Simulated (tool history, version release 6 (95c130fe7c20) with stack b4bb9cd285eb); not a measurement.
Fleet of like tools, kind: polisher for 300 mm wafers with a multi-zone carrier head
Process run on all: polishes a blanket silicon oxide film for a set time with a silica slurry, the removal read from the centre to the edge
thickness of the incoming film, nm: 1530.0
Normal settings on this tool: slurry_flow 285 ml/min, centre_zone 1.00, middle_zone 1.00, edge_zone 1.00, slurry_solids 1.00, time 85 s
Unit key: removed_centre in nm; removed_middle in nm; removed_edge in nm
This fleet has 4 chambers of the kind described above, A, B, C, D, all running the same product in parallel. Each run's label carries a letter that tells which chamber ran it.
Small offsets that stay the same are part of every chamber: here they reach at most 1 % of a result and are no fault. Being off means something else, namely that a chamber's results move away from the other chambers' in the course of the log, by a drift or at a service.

run,hour,slurry_flow,centre_zone,middle_zone,edge_zone,slurry_solids,time,removed_centre,removed_middle,removed_edge
1D,8.8,285,1.00,1.00,1.00,1.00,85,328.67,328.24,328.87
2B,16.8,285,1.00,1.00,1.00,1.00,85,329.78,325.83,329.46
3A,23.5,285,1.00,1.00,1.00,1.00,85,326.78,331.58,333.60
4C,28.3,285,1.00,1.00,1.00,1.00,85,331.44,331.27,329.85
# hour 31.4: chamber D: worn pad replaced by a new one
5B,33.3,285,1.00,1.00,1.00,1.00,85,327.09,324.03,329.62
6D,38.6,285,1.00,1.00,1.00,1.00,85,330.20,336.86,331.74
7C,46.7,285,1.00,1.00,1.04,1.00,98,378.00,378.36,392.50
8A,54.4,285,1.00,1.00,1.04,1.00,98,378.59,380.63,396.75
# hour 56.3: chamber C: worn pad replaced by a new one
9D,63.2,285,1.00,1.00,1.04,1.00,98,379.63,382.38,379.25
# hour 63.9: chamber B: worn pad replaced by a new one
10B,73.7,285,1.00,1.00,1.04,1.00,98,379.50,377.22,398.05
# hour 81.1: chamber D: slurry nozzle cleaned
11C,81.6,285,1.00,1.06,1.08,1.00,85,331.31,346.45,348.97
# hour 88.7: chamber D: worn pad replaced by a new one
12A,90.8,285,1.00,1.06,1.08,1.00,85,333.15,350.97,345.87
13C,96.3,285,1.00,1.06,1.08,1.00,85,329.18,352.30,346.96
14D,101.1,285,1.00,1.06,1.08,1.00,85,332.26,343.88,345.90
15B,110.0,285,1.00,1.00,1.00,1.00,85,334.13,324.59,325.30
16A,120.1,285,0.91,1.00,1.00,1.00,85,292.48,331.49,326.55
# hour 125.1: chamber D: centre zone pressure recalibrated
17D,129.6,285,0.91,1.00,1.00,1.00,85,297.63,327.65,324.05
# hour 130.5: chamber C: worn pad replaced by a new one
18C,135.7,285,0.91,1.00,1.00,1.00,85,299.78,334.28,332.52
# hour 136.0: chamber B: worn pad replaced by a new one
# hour 137.9: chamber B: centre zone pressure recalibrated
19A,144.3,285,0.91,1.00,1.00,1.00,85,294.40,329.16,332.94
20B,149.8,285,1.00,1.00,1.00,1.00,85,329.00,328.90,330.26
# hour 152.6: chamber D: worn pad replaced by a new one
21B,158.1,285,1.00,1.00,1.00,1.00,85,331.43,323.78,330.95
22A,164.6,285,1.00,1.00,1.00,1.00,85,327.60,326.16,328.74
23D,174.1,285,1.00,1.00,1.00,1.00,85,320.70,331.70,325.13
24C,182.1,285,0.90,1.00,1.00,1.00,85,291.15,329.29,332.55
25A,190.2,285,0.90,1.00,1.00,1.00,85,289.43,321.31,330.65
# hour 191.2: chamber C: worn pad replaced by a new one
26D,200.5,285,0.90,1.00,1.00,1.00,85,288.63,331.79,330.30
# hour 206.5: chamber B: worn pad replaced by a new one
27B,209.8,285,0.90,1.00,1.00,1.00,85,297.67,331.87,335.02
# hour 210.4: chamber D: worn pad replaced by a new one
28C,214.7,285,1.00,1.00,1.00,1.00,85,327.93,331.58,329.84
29C,219.5,285,1.00,1.00,1.00,1.00,85,331.69,334.07,333.38
30A,228.6,285,1.00,1.00,1.00,1.00,85,321.19,322.32,316.56
31B,234.5,285,1.00,1.09,1.00,1.00,85,331.33,353.79,326.78
32D,244.7,285,1.00,1.09,1.00,1.00,85,328.66,359.18,325.62
33D,250.0,285,1.00,1.09,1.00,1.00,85,328.77,356.43,328.12
# hour 252.3: chamber C: worn pad replaced by a new one
34C,257.4,285,1.00,1.09,1.00,1.00,85,329.92,357.97,323.45
# hour 261.8: chamber C: edge zone pressure recalibrated
35B,262.1,285,1.00,1.00,1.00,1.00,85,328.78,331.67,326.94
36A,267.6,285,1.00,1.00,1.00,1.00,85,317.77,316.43,318.70
37B,274.9,285,1.05,1.00,1.00,1.00,85,346.52,331.84,332.30
# hour 276.1: chamber D: worn pad replaced by a new one
# hour 280.6: chamber B: worn pad replaced by a new one
38D,282.2,285,1.05,1.00,1.00,1.00,85,349.07,329.64,328.39
39A,292.0,285,1.05,1.00,1.00,1.00,85,334.56,313.19,321.59
40C,302.3,285,1.05,1.00,1.00,1.00,85,350.95,334.41,331.77
41D,311.3,285,1.00,1.00,1.00,1.00,85,331.67,332.00,324.11
# hour 317.8: chamber C: centre zone pressure recalibrated
42B,318.8,285,1.00,1.00,1.00,1.00,85,323.81,325.48,327.82
43C,325.8,285,1.00,1.09,1.00,0.75,85,285.18,311.83,281.94
# hour 325.9: chamber A: slurry nozzle cleaned
44A,335.7,285,1.00,1.09,1.00,0.75,85,270.03,298.27,270.30

Which is it: a chamber that has drifted or been left off by a service, a gauge drift common to all chambers, or only each chamber's usual small offset? If a chamber is off, name it and its likeliest cause.

One chamber, A, drifts off from the rest bit by bit.
Most likely cause: removal rate lost through wear of the pad, % = 6.09.

Chamber A could run next with any of the 4 candidate recipes listed below; each alters the usual settings, and their results appear as question marks. Which one brings its results back in line with what the other chambers deliver on the usual settings?
In-line tolerance around the mean of the other chambers on the usual settings: removed_centre 11.00 nm; removed_middle 13.00 nm; removed_edge 12.00 nm
45A-1,343.3,280,1.00,0.98,1.00,0.95,77,?,?,?
45A-2,343.3,290,1.00,1.02,1.00,1.05,93,?,?,?
45A-3,343.3,285,1.00,0.99,1.00,1.00,81,?,?,?
45A-4,343.3,285,1.00,1.01,1.00,1.00,89,?,?,?

The other chambers' mean on the usual settings: removed_centre 329.48 nm; removed_middle 330.33 nm; removed_edge 329.54 nm
run,removed_centre,removed_middle,removed_edge
45A-1,274.66,268.78,274.48
45A-2,348.30,353.17,347.36
45A-3,296.29,292.55,295.86
45A-4,325.60,327.30,324.98
With 45A-4, the chamber falls back in line with the rest.
